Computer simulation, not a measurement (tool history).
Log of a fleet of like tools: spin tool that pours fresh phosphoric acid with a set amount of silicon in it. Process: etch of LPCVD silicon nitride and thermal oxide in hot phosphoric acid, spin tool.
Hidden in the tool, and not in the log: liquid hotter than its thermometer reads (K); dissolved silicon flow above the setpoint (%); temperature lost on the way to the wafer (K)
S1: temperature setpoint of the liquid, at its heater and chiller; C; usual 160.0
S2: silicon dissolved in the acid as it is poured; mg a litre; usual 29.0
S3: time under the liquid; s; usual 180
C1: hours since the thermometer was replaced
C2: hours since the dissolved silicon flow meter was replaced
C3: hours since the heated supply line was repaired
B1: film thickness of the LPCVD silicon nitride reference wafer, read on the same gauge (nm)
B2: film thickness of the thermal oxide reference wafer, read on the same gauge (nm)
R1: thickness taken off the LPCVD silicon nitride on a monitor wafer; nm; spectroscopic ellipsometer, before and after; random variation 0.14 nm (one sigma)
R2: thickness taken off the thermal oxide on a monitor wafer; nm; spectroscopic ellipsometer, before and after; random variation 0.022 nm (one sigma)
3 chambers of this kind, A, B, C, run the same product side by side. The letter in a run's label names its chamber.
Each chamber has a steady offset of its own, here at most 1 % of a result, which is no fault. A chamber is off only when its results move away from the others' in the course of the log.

| run | hour | S1 | S2 | S3 | C1 | C2 | C3 | B1 | B2 | R1 | R2 |
|---|---|---|---|---|---|---|---|---|---|---|---|
| 1A | 8.1 | 160.0 | 29.0 | 180 | 2176.3 | 1721.8 | 1852.7 | 69.976 | 69.999 | 16.433 | 0.216980 |
| 2B | 16.1 | 160.0 | 29.0 | 180 | 437.4 | 646.5 | 1012.0 | 69.994 | 69.994 | 15.949 | 0.233480 |
| 3C | 20.7 | 160.0 | 29.0 | 180 | 27.7 | 1407.7 | 2396.2 | 70.018 | 70.006 | 15.936 | 0.227180 |
| 4A | 29.7 | 160.0 | 29.0 | 180 | 2197.9 | 1743.4 | 1874.3 | 70.009 | 70.021 | 16.334 | 0.224250 |
| 5B | 34.4 | 160.0 | 29.0 | 180 | 455.7 | 664.8 | 1030.3 | 70.008 | 70.013 | 16.450 | 0.277190 |
| 6C | 43.6 | 160.0 | 29.0 | 180 | 50.6 | 1430.6 | 2419.1 | 69.985 | 69.992 | 16.125 | 0.216710 |
| 7B | 50.2 | 160.0 | 29.0 | 180 | 471.5 | 680.6 | 1046.1 | 70.040 | 69.993 | 16.218 | 0.229800 |
| 8A | 59.7 | 160.0 | 29.0 | 180 | 2227.9 | 1773.4 | 1904.3 | 70.020 | 69.988 | 16.236 | 0.215250 |
| 9C | 68.6 | 162.5 | 29.0 | 125 | 75.6 | 1455.6 | 2444.1 | 69.998 | 70.002 | 12.146 | 0.215910 |
| 10C | 73.7 | 162.5 | 29.0 | 125 | 80.7 | 1460.7 | 2449.2 | 70.005 | 69.983 | 12.141 | 0.194100 |
| 11B | 78.1 | 162.5 | 29.0 | 125 | 499.4 | 708.5 | 1074.0 | 70.002 | 70.011 | 12.047 | 0.180710 |
| 12A | 83.4 | 160.0 | 29.0 | 180 | 2251.6 | 1797.1 | 1928.0 | 69.969 | 70.023 | 16.129 | 0.206830 |
| 13A | 90.3 | 161.0 | 29.0 | 180 | 2258.5 | 1804.0 | 1934.9 | 69.986 | 69.960 | 16.431 | 0.205600 |
| 14B | 96.8 | 161.0 | 29.0 | 180 | 518.1 | 727.2 | 1092.7 | 69.981 | 70.014 | 17.071 | 0.248630 |
| 15C | 103.3 | 161.0 | 29.0 | 180 | 110.3 | 1490.3 | 2478.8 | 69.991 | 69.989 | 16.613 | 0.296410 |
| 16C | 107.6 | 160.0 | 29.0 | 180 | 114.6 | 1494.6 | 2483.1 | 69.984 | 69.979 | 15.994 | 0.230650 |
| 17B | 115.7 | 160.0 | 29.0 | 180 | 537.0 | 746.1 | 1111.6 | 69.999 | 70.012 | 16.032 | 0.223030 |
| 18A | 125.6 | 160.0 | 29.0 | 180 | 2293.8 | 1839.3 | 1970.2 | 70.000 | 69.984 | 16.002 | 0.237210 |
| 19A | 133.9 | 158.5 | 29.0 | 180 | 2302.1 | 1847.6 | 1978.5 | 69.989 | 69.971 | 15.266 | 0.201260 |
| 20B | 143.0 | 158.5 | 29.0 | 180 | 564.3 | 773.4 | 1138.9 | 69.973 | 69.986 | 15.547 | 0.184460 |
| 21C | 149.6 | 158.5 | 29.0 | 180 | 156.6 | 1536.6 | 2525.1 | 70.030 | 70.021 | 15.405 | 0.218530 |
| 22C | 154.6 | 161.0 | 50.0 | 180 | 161.6 | 1541.6 | 2530.1 | 69.992 | 70.011 | 16.557 | 0.099736 |
|  | 155.5 | chamber B: thermometer replaced |
| 23A | 164.2 | 161.0 | 50.0 | 180 | 2332.4 | 1877.9 | 2008.8 | 69.981 | 69.986 | 16.149 | 0.080153 |
| 24B | 172.1 | 161.0 | 50.0 | 180 | 16.7 | 802.5 | 1168.0 | 70.006 | 70.029 | 17.011 | 0.096889 |
| 25C | 180.9 | 160.0 | 29.0 | 180 | 187.9 | 1567.9 | 2556.4 | 69.977 | 70.008 | 15.955 | 0.228680 |
| 26B | 185.7 | 160.0 | 29.0 | 180 | 30.3 | 816.1 | 1181.6 | 69.997 | 70.002 | 16.032 | 0.254440 |
| 27A | 191.7 | 160.0 | 29.0 | 180 | 2359.9 | 1905.4 | 2036.3 | 70.018 | 69.964 | 15.517 | 0.216650 |
| 28B | 197.0 | 160.0 | 29.0 | 180 | 41.6 | 827.4 | 1192.9 | 69.989 | 70.016 | 16.229 | 0.214730 |
| 29C | 206.3 | 161.5 | 29.0 | 140 | 213.3 | 1593.3 | 2581.8 | 69.999 | 69.995 | 13.054 | 0.203180 |
| 30A | 211.9 | 161.5 | 29.0 | 140 | 2380.1 | 1925.6 | 2056.5 | 69.978 | 70.009 | 12.562 | 0.173970 |
| 31A | 221.0 | 161.5 | 29.0 | 140 | 2389.2 | 1934.7 | 2065.6 | 69.995 | 69.964 | 12.477 | 0.157070 |
| 32B | 226.4 | 160.0 | 29.0 | 180 | 71.0 | 856.8 | 1222.3 | 70.018 | 69.999 | 16.061 | 0.256330 |
| 33C | 230.6 | 160.0 | 29.0 | 180 | 237.6 | 1617.6 | 2606.1 | 70.007 | 69.993 | 16.083 | 0.230810 |
| 34B | 238.7 | 160.0 | 29.0 | 180 | 83.3 | 869.1 | 1234.6 | 69.994 | 70.019 | 16.419 | 0.202380 |
| 35A | 245.3 | 157.0 | 47.5 | 180 | 2413.5 | 1959.0 | 2089.9 | 70.000 | 69.999 | 13.626 | 0.056494 |
| 36C | 254.7 | 157.0 | 47.5 | 180 | 261.7 | 1641.7 | 2630.2 | 69.993 | 70.020 | 14.578 | 0.072298 |
| 37B | 259.2 | 157.0 | 47.5 | 180 | 103.8 | 889.6 | 1255.1 | 69.980 | 70.003 | 14.346 | 0.072025 |

Next, every chamber runs the same settings. What will each give?
| 38A | 266.3 | 162.0 | 29.0 | 180 |  |  |  |  |  | ? | ? |
| 38B | 266.3 | 162.0 | 29.0 | 180 |  |  |  |  |  | ? | ? |
| 38C | 266.3 | 162.0 | 29.0 | 180 |  |  |  |  |  | ? | ? |

| run | R1 | R2 |
|---|---|---|
| 38A | 15.702 | 0.205420 |
| 38B | 17.025 | 0.267820 |
| 38C | 17.176 | 0.279730 |

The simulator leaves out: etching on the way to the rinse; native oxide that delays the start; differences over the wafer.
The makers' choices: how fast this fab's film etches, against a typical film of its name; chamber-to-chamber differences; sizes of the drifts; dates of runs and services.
